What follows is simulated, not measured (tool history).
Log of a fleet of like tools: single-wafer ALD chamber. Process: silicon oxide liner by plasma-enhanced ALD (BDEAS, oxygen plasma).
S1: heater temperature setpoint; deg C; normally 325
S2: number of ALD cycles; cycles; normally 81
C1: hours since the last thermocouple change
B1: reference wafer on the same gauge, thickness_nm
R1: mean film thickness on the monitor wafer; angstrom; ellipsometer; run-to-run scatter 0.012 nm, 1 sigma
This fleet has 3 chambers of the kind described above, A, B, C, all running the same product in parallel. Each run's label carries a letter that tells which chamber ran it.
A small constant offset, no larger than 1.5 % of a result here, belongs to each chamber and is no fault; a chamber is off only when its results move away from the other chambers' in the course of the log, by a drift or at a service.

run 1A day=0.258 | S1=325 S2=81 | C1=77.4 | B1=7.781 | R1=72.765
run 2C day=0.508 | S1=325 S2=81 | C1=1126.4 | B1=7.7843 | R1=72.119
run 3B day=0.725 | S1=325 S2=81 | C1=1915.7 | B1=7.7848 | R1=73.122
run 4A day=0.925 | S1=325 S2=81 | C1=93.4 | B1=7.787 | R1=72.517
run 5C day=1.142 | S1=325 S2=81 | C1=1141.6 | B1=7.7903 | R1=71.969
run 6B day=1.371 | S1=325 S2=81 | C1=1931.2 | B1=7.7909 | R1=73.39
run 7B day=1.525 | S1=325 S2=81 | C1=1934.9 | B1=7.7938 | R1=73.356
run 8A day=1.788 | S1=325 S2=81 | C1=114.1 | B1=7.8003 | R1=72.523
run 9C day=1.925 | S1=325 S2=81 | C1=1160.4 | B1=7.7951 | R1=72.066
run 10A day=2.1 | S1=325 S2=81 | C1=121.6 | B1=7.796 | R1=72.48
run 11B day=2.267 | S1=325 S2=81 | C1=1952.7 | B1=7.8018 | R1=73.261
run 12C day=2.488 | S1=325 S2=81 | C1=1173.9 | B1=7.8026 | R1=72.045
run 13A day=2.612 | S1=336 S2=94 | C1=133.9 | B1=7.8028 | R1=83.068
run 14B day=2.812 | S1=336 S2=94 | C1=1965.8 | B1=7.8061 | R1=83.61
run 15C day=3.025 | S1=336 S2=94 | C1=1186.8 | B1=7.8084 | R1=82.538
run 16A day=3.283 | S1=325 S2=81 | C1=150 | B1=7.8104 | R1=72.944
run 17B day=3.512 | S1=337 S2=81 | C1=1982.6 | B1=7.8094 | R1=71.944
run 18C day=3.771 | S1=337 S2=81 | C1=1204.7 | B1=7.8119 | R1=71.161
run 19A day=3.979 | S1=337 S2=81 | C1=166.7 | B1=7.8145 | R1=71.245
run 20C day=4.221 | S1=325 S2=81 | C1=1215.5 | B1=7.8143 | R1=72.357
run 21B day=4.408 | S1=325 S2=81 | C1=2004.1 | B1=7.8184 | R1=73.238
run 22A day=4.604 | S1=325 S2=81 | C1=181.7 | B1=7.8227 | R1=72.939
run 23C day=4.838 | S1=331 S2=91 | C1=1230.3 | B1=7.8229 | R1=80.779
run 24B day=5.104 | S1=331 S2=91 | C1=2020.8 | B1=7.8263 | R1=81.786
run 25B day=5.346 | S1=331 S2=91 | C1=2026.6 | B1=7.8251 | R1=81.922
run 26C day=5.475 | S1=325 S2=81 | C1=1245.6 | B1=7.8282 | R1=72.414
run 27A day=5.692 | S1=325 S2=81 | C1=207.8 | B1=7.8286 | R1=72.978
run 28C day=5.842 | S1=325 S2=81 | C1=1254.4 | B1=7.8333 | R1=72.271
run 29B day=5.958 | S1=325 S2=81 | C1=2041.3 | B1=7.835 | R1=73.37
run 30A day=6.108 | S1=325 S2=81 | C1=217.8 | B1=7.835 | R1=73.076

Does one chamber stand apart from the rest, does the shared gauge drift, or is all well apart from small per-chamber offsets? Give the chamber and the most likely cause, where there is one.

It is the gauge, not a chamber: its drift shows up in every chamber's results at once, and no chamber is off.
Most likely cause: gauge reads high (%) = 0.707.
